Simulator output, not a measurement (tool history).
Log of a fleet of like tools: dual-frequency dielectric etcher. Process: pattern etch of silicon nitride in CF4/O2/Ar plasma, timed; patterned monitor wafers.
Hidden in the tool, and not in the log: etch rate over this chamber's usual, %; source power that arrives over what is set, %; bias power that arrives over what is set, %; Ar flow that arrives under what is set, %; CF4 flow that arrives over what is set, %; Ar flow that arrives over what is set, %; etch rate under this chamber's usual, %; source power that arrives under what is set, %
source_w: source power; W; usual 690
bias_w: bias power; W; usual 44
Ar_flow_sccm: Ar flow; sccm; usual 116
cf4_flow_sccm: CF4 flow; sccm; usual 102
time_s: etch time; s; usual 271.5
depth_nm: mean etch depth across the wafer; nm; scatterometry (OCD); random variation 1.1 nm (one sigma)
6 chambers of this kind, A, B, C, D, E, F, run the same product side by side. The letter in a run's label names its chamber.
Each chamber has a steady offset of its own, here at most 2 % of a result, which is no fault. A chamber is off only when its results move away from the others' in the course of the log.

run,hour,source_w,bias_w,Ar_flow_sccm,cf4_flow_sccm,time_s,hours since the last wet clean,hours since the last source power generator calibration,hours since the last bias power generator calibration,hours since the last Ar flow controller change,hours since the last CF4 flow controller change,"read-back reference wafer on the same gauge, depth_nm",depth_nm
1E,6.6,690,44,116,102,271.5,331.9,1676.2,2827.7,2032.9,1058.5,562.91,639.64
2B,14.7,690,44,116,102,271.5,334.2,997.2,2559.3,1729.4,1004.4,562.76,636.79
3C,23,690,44,116,102,271.5,212,2547.7,4467.6,2077.2,658.2,562.87,643.22
# hour 25.5: chamber A: Ar flow controller replaced
4D,32.1,690,44,116,102,271.5,76.8,1999.8,275.4,170.6,5065.9,562.59,650.11
# hour 34.2: chamber B: wet clean of the chamber
5A,36.3,690,44,116,102,271.5,127.4,881.3,3102.4,10.8,87.3,562.32,641.75
6F,42.1,690,44,116,102,271.5,93.5,1162.3,1059.9,2441.3,667,562.39,646.55
7F,50.1,690,44,116,102,271.5,101.5,1170.3,1067.9,2449.3,675,562.2,647.75
# hour 55.1: chamber D: CF4 flow controller replaced
8B,55.2,690,44,116,102,271.5,21.1,1037.7,2599.8,1769.9,1044.9,562.39,636.68
9A,60.8,690,44,116,102,271.5,151.9,905.8,3126.9,35.3,111.8,562.02,639.12
10E,65.8,690,44,116,102,271.5,391.1,1735.4,2886.9,2092.1,1117.7,561.99,637.7
11C,73.7,690,44,116,102,271.5,262.7,2598.4,4518.3,2127.9,708.9,561.83,641.9
12D,83.2,690,44,116,102,271.5,127.9,2050.9,326.5,221.7,28.2,562.03,651.18
13F,92.5,690,44,116,102,271.5,143.9,1212.7,1110.3,2491.7,717.4,561.53,646.47
14D,99.2,690,44,116,102,271.5,143.9,2066.9,342.5,237.7,44.2,561.65,648.37
# hour 101.1: chamber C: bias power generator calibrated
15A,106.2,690,44,116,102,271.5,197.3,951.2,3172.3,80.7,157.2,561.53,637.54
16C,115.1,690,44,116,102,271.5,304.1,2639.8,14,2169.3,750.3,561.46,642.95
17E,121.5,690,44,116,102,271.5,446.8,1791.1,2942.6,2147.8,1173.4,561.41,637.48
18B,130.6,690,44,116,102,271.5,96.5,1113.1,2675.2,1845.3,1120.3,561.37,634.59
19F,137,690,44,116,102,271.5,188.4,1257.2,1154.8,2536.2,761.9,560.92,645.27
20C,142.5,540,44,116,102,314,331.5,2667.2,41.4,2196.7,777.7,560.85,600.4
21E,148.6,540,44,116,102,314,473.9,1818.2,2969.7,2174.9,1200.5,560.99,594.4
22A,152.8,540,44,116,102,314,243.9,997.8,3218.9,127.3,203.8,560.81,596.41
23B,157.4,540,44,116,102,314,123.3,1139.9,2702,1872.1,1147.1,560.75,593.68
24D,163.1,540,44,116,102,314,207.8,2130.8,406.4,301.6,108.1,560.53,603.87
25F,169.8,540,44,116,102,314,221.2,1290,1187.6,2569,794.7,560.76,606.03
26A,177,690,44,116,102,271.5,268.1,1022,3243.1,151.5,228,560.55,637.94
27E,186.3,690,44,116,102,271.5,511.6,1855.9,3007.4,2212.6,1238.2,560.31,638.17
28C,194.8,690,44,116,102,271.5,383.8,2719.5,93.7,2249,830,560.18,641.74
29B,204.2,690,44,116,102,271.5,170.1,1186.7,2748.8,1918.9,1193.9,560.16,633.42
30D,210.7,690,44,116,102,271.5,255.4,2178.4,454,349.2,155.7,560.13,649.07
31C,217.1,690,44,116,102,271.5,406.1,2741.8,116,2271.3,852.3,560.11,641.38
32A,221.5,690,44,116,102,271.5,312.6,1066.5,3287.6,196,272.5,560.2,637.85
33B,229.8,690,44,116,122,199.5,195.7,1212.3,2774.4,1944.5,1219.5,560.15,476.38
34D,237,690,44,116,122,199.5,281.7,2204.7,480.3,375.5,182,559.56,489.42
35F,243.2,690,44,116,122,199.5,294.6,1363.4,1261,2642.4,868.1,559.65,483.22
36E,247.9,690,44,116,122,199.5,573.2,1917.5,3069,2274.2,1299.8,559.34,478.51
37C,254.5,690,44,116,122,199.5,443.5,2779.2,153.4,2308.7,889.7,559.18,482.62
38F,263.1,690,44,116,122,199.5,314.5,1383.3,1280.9,2662.3,888,559.18,484.65
39A,269.6,690,44,116,102,271.5,360.7,1114.6,3335.7,244.1,320.6,558.96,636.34
40D,274.8,690,44,116,102,271.5,319.5,2242.5,518.1,413.3,219.8,558.94,646.32

All 6 chambers run these settings next. Forecast each chamber's results:
41A,281.7,690,44,116,102,271.5,,,,,,,?
41B,281.7,690,44,116,102,271.5,,,,,,,?
41C,281.7,690,44,116,102,271.5,,,,,,,?
41D,281.7,690,44,116,102,271.5,,,,,,,?
41E,281.7,690,44,116,102,271.5,,,,,,,?
41F,281.7,690,44,116,102,271.5,,,,,,,?

run,depth_nm
41A,636.42
41B,633.09
41C,639.24
41D,646.81
41E,633.97
41F,645.53
